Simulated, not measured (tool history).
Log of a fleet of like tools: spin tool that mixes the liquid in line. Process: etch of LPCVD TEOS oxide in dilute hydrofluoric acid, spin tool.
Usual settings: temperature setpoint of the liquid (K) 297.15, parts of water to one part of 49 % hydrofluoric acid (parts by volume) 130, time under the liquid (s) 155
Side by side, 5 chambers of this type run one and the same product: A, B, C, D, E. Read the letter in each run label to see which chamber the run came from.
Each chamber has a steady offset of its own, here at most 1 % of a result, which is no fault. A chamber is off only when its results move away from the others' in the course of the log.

run	hour	temperature setpoint of the liquid (K)	parts of water to one part of 49 % hydrofluoric acid (parts by volume)	time under the liquid (s)	hours since the thermometer was replaced	hours since the hydrofluoric acid flow meter was replaced	read-back film thickness of the LPCVD TEOS oxide reference wafer, read on the same gauge (nm)	thickness taken off the LPCVD TEOS oxide on a monitor wafer (nm)
# hour 2.1: chamber E: hydrofluoric acid flow meter replaced
1C	6.4	297.15	130	155	724.5	405.8	150.01	19.266
2E	10.6	297.15	130	155	292.5	8.6	149.98	19.294
3B	18.2	297.15	130	155	1491.9	809.3	150	19.31
4D	23.2	297.15	130	155	754.3	553.5	150	19.304
5A	28.3	297.15	130	155	2085.1	591.1	150.01	19.236
6B	32.6	297.15	130	155	1506.3	823.7	150	19.31
7E	37.8	297.15	130	155	319.7	35.8	150	19.403
8C	42.3	297.15	130	155	760.4	441.7	149.99	19.35
9A	47.1	297.15	130	155	2103.9	609.9	149.99	19.39
# hour 52: chamber D: hydrofluoric acid flow meter replaced
10D	54.4	297.15	130	155	785.5	2.5	150.02	19.646
11D	61.8	297.15	130	155	792.9	9.9	149.99	19.316
12B	68.1	297.15	130	155	1541.8	859.2	150	19.305
13A	73.9	297.15	130	155	2130.7	636.7	150.01	19.244
14C	79.1	297.15	130	155	797.2	478.5	150.01	19.571
15E	84.5	297.15	130	155	366.4	82.5	149.98	19.367
16B	91.4	297.15	130	155	1565.1	882.5	150	19.469
17A	98.7	301.15	130	155	2155.5	661.5	150	22.359
18D	102.4	301.15	130	155	833.5	50.5	149.99	23.396
19C	108.7	301.15	130	155	826.8	508.1	150	22.826
20E	113.2	301.15	130	155	395.1	111.2	150	22.415
21A	119.6	301.15	130	155	2176.4	682.4	150.01	22.741
22E	125.8	297.15	130	155	407.7	123.8	150.01	19.446
23C	129.5	297.15	130	155	847.6	528.9	150.01	19.572
24B	135.9	297.15	130	155	1609.6	927	149.99	19.431
25D	142.2	297.15	130	155	873.3	90.3	149.98	20.351
26D	149.8	297.15	130	155	880.9	97.9	150.02	20.735
27A	155.2	297.15	130	155	2212	718	150	19.432
28B	159.2	297.15	130	155	1632.9	950.3	150.01	19.489
29C	165	297.15	130	155	883.1	564.4	150	19.368
30E	171.5	299.15	110	155	453.4	169.5	150	25.78
31C	178.1	299.15	110	155	896.2	577.5	149.99	25.368
32E	184.4	299.15	110	155	466.3	182.4	150.01	24.994

The same settings go to every chamber for the next run, one line per chamber below. Forecast the results for each:
33A	190.1	297.15	130	155				?
33B	190.1	297.15	130	155				?
33C	190.1	297.15	130	155				?
33D	190.1	297.15	130	155				?
33E	190.1	297.15	130	155				?

run	thickness taken off the LPCVD TEOS oxide on a monitor wafer (nm)
33A	19.183
33B	19.239
33C	19.57
33D	20.93
33E	19.702
